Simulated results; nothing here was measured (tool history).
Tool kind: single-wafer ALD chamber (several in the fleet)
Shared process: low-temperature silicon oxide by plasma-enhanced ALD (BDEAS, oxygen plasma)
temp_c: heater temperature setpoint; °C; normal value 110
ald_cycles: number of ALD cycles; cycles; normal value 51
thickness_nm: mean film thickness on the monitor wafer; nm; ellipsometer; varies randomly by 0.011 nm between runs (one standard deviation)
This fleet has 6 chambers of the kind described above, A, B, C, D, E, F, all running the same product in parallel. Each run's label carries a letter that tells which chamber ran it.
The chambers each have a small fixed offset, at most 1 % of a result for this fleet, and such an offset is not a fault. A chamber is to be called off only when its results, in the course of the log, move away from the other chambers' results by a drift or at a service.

run	hour	temp_c	ald_cycles	read-back reference wafer on the same gauge, thickness_nm	thickness_nm
1B	7	110	51	7.5288	7.1796
2C	17.7	110	51	7.5271	7.1148
3D	25.8	110	51	7.5277	7.1854
4F	32.4	110	51	7.5246	7.1465
5A	41.2	110	51	7.5208	7.1906
6E	50.3	110	51	7.5222	7.1158
7D	61	123	51	7.5215	7.0183
8F	70.4	123	51	7.5215	6.9642
9E	80.8	123	51	7.5158	6.9376
10C	90.6	123	51	7.5161	6.9417
11A	101.4	123	51	7.5115	7.0158
12B	107.8	123	51	7.5113	7.0269
13B	113.6	110	51	7.5131	7.1786
14A	123.5	110	59	7.514	8.2972
15E	131.3	110	59	7.5072	8.2117
16D	139.4	110	59	7.5105	8.2717
17F	144.1	110	59	7.504	8.2502
18C	149.5	110	59	7.5044	8.229
19D	155.6	110	59	7.5105	8.2919
20A	160.8	110	51	7.5062	7.1832
21C	171.4	110	51	7.5039	7.0907
22E	177.1	110	51	7.5031	7.0873
23F	186.6	110	51	7.5004	7.1251
24B	191.4	110	51	7.4974	7.2025
# hour 191.5: chamber C: thermocouple changed; heater temperature recalibrated
25B	197.8	110	51	7.4995	7.1761
26A	205.8	102	44	7.496	6.2684
27D	214.1	102	44	7.4954	6.2471
28F	219.9	102	44	7.4941	6.2246
29E	227	102	44	7.4926	6.2008
30C	233.6	102	44	7.4945	6.2084
31D	240.8	102	44	7.4944	6.2675
32E	246	110	51	7.4914	7.1044
33C	252.4	110	51	7.4932	7.0793
34B	257.2	110	51	7.4905	7.1463
35F	264.3	110	51	7.4898	7.1187
36A	275	110	51	7.4885	7.1708
37D	284	110	51	7.4854	7.1413

Is one chamber out of step, is the gauge drifting, or do the chambers differ by no more than their own small offsets? For an off chamber, give its letter and the likeliest cause.

The shared gauge is drifting. All chambers look as if they move in step, but none is off.
Most likely cause: gauge reads low (%) = 0.61.
